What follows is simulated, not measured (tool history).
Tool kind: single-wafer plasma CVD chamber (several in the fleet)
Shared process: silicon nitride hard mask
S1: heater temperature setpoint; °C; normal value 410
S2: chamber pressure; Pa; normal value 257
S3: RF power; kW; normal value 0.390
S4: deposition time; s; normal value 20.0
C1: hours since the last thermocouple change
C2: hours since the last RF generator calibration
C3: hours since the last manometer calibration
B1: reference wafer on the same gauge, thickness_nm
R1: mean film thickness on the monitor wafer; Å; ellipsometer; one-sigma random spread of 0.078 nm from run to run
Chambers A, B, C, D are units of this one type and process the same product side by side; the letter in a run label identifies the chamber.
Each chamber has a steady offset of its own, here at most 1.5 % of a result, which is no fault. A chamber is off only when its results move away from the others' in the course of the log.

run,hour,S1,S2,S3,S4,C1,C2,C3,B1,R1
1D,15.6,410,257,0.390,20.0,2102.5,1574.2,329.1,29.910,286.14
2B,23.3,410,257,0.390,20.0,2061.6,31.6,2090.6,29.906,290.80
# hour 24.1: chamber A: thermocouple changed; heater temperature recalibrated
3A,35.1,410,257,0.390,20.0,11.1,1536.5,829.4,29.891,284.47
4C,44.0,410,257,0.390,20.0,712.0,503.1,1105.5,29.920,283.40
# hour 46.7: chamber B: thermocouple changed; heater temperature recalibrated
5A,59.9,410,257,0.390,20.0,35.9,1561.3,854.2,29.898,284.51
6D,67.0,410,257,0.390,20.0,2153.9,1625.6,380.5,29.899,286.71
7C,83.0,410,257,0.390,20.0,751.0,542.1,1144.5,29.898,285.93
8B,91.1,410,257,0.390,20.0,44.4,99.4,2158.4,29.875,288.11
9D,103.8,410,257,0.390,20.0,2190.7,1662.4,417.3,29.909,285.62
10B,114.1,410,257,0.390,20.0,67.4,122.4,2181.4,29.911,289.19
11C,128.7,410,257,0.390,20.0,796.7,587.8,1190.2,29.890,283.70
# hour 129.3: chamber B: capacitance manometer re-zeroed and calibrated
12A,143.9,410,257,0.390,20.0,119.9,1645.3,938.2,29.876,285.21
13B,151.4,410,257,0.390,20.0,104.7,159.7,22.2,29.899,289.00
14C,158.7,410,257,0.390,20.0,826.7,617.8,1220.2,29.894,283.98
15D,167.3,410,257,0.390,22.6,2254.2,1725.9,480.8,29.905,321.87
16A,182.1,410,257,0.390,22.6,158.1,1683.5,976.4,29.889,323.18
17D,192.7,410,257,0.390,22.6,2279.6,1751.3,506.2,29.914,321.27
# hour 196.2: chamber D: RF generator calibrated
18A,201.6,410,257,0.390,22.6,177.6,1703.0,995.9,29.887,322.33
19C,215.4,410,257,0.390,20.0,883.4,674.5,1276.9,29.921,283.61
20B,229.4,410,257,0.390,20.0,182.7,237.7,100.2,29.890,288.43
21B,242.6,410,257,0.390,20.0,195.9,250.9,113.4,29.898,288.34
22D,251.1,410,320,0.390,18.0,2338.0,55.0,564.6,29.925,272.82
23A,262.7,410,320,0.390,18.0,238.7,1764.1,1057.0,29.893,271.57
24C,277.8,410,320,0.390,18.0,945.8,736.9,1339.3,29.906,269.06
25B,287.6,410,320,0.390,18.0,240.9,295.9,158.4,29.873,275.27
26C,296.7,410,257,0.390,20.0,964.7,755.8,1358.2,29.904,282.20
27D,306.6,410,257,0.390,20.0,2393.5,110.5,620.1,29.887,286.03
28A,319.4,410,257,0.390,20.0,295.4,1820.8,1113.7,29.908,284.91
29C,334.7,410,257,0.390,20.0,1002.7,793.8,1396.2,29.874,279.53
# hour 339.1: chamber A: RF generator calibrated
30A,345.8,410,257,0.390,20.0,321.8,6.7,1140.1,29.899,285.14
31D,353.0,410,257,0.390,20.0,2439.9,156.9,666.5,29.900,286.20
32B,363.7,410,257,0.390,20.0,317.0,372.0,234.5,29.898,287.72
33B,379.2,410,257,0.390,20.0,332.5,387.5,250.0,29.933,289.59
34D,389.4,410,257,0.390,20.0,2476.3,193.3,702.9,29.904,284.92
35A,398.3,410,257,0.390,20.0,374.3,59.2,1192.6,29.883,286.56
36C,408.9,410,257,0.390,20.0,1076.9,868.0,1470.4,29.903,277.64
# hour 416.4: chamber D: thermocouple changed; heater temperature recalibrated
37A,417.3,410,257,0.440,21.4,393.3,78.2,1211.6,29.894,327.46
38C,427.0,410,257,0.440,21.4,1095.0,886.1,1488.5,29.922,321.15
39D,437.2,410,257,0.440,21.4,20.8,241.1,750.7,29.888,327.47
40B,449.5,410,257,0.440,21.4,402.8,457.8,320.3,29.895,332.38

What goes on in this fleet: one chamber off, a drifting gauge, or nothing beyond the chambers' own small offsets? Name the chamber and the cause, if any.

It is chamber C that slowly wanders off from its peers.
Most likely cause: delivered RF power below the setpoint (%) = 3.82.
It could be hard to tell apart here from: true pressure below the setpoint (%).

Chamber C could run next with any of the 4 candidate recipes listed below; each alters the usual settings, and their results appear as question marks. Which one brings its results back in line with what the other chambers deliver on the usual settings?
Allowed miss from the other chambers' usual-settings mean, per result, to count as in line: R1 2.70 Å
41C-1,461.0,410,257,0.410,20.0,,,,,?
41C-2,461.0,411,212,0.390,20.0,,,,,?
41C-3,461.0,410,257,0.400,20.8,,,,,?
41C-4,461.0,410,229,0.390,20.0,,,,,?

The mean the other chambers reach with the usual settings: R1 286.45 Å
run,R1
41C-1,286.97
41C-2,263.46
41C-3,294.06
41C-4,269.56
41C-1 is the one that brings the chamber's results back in line with the other chambers.
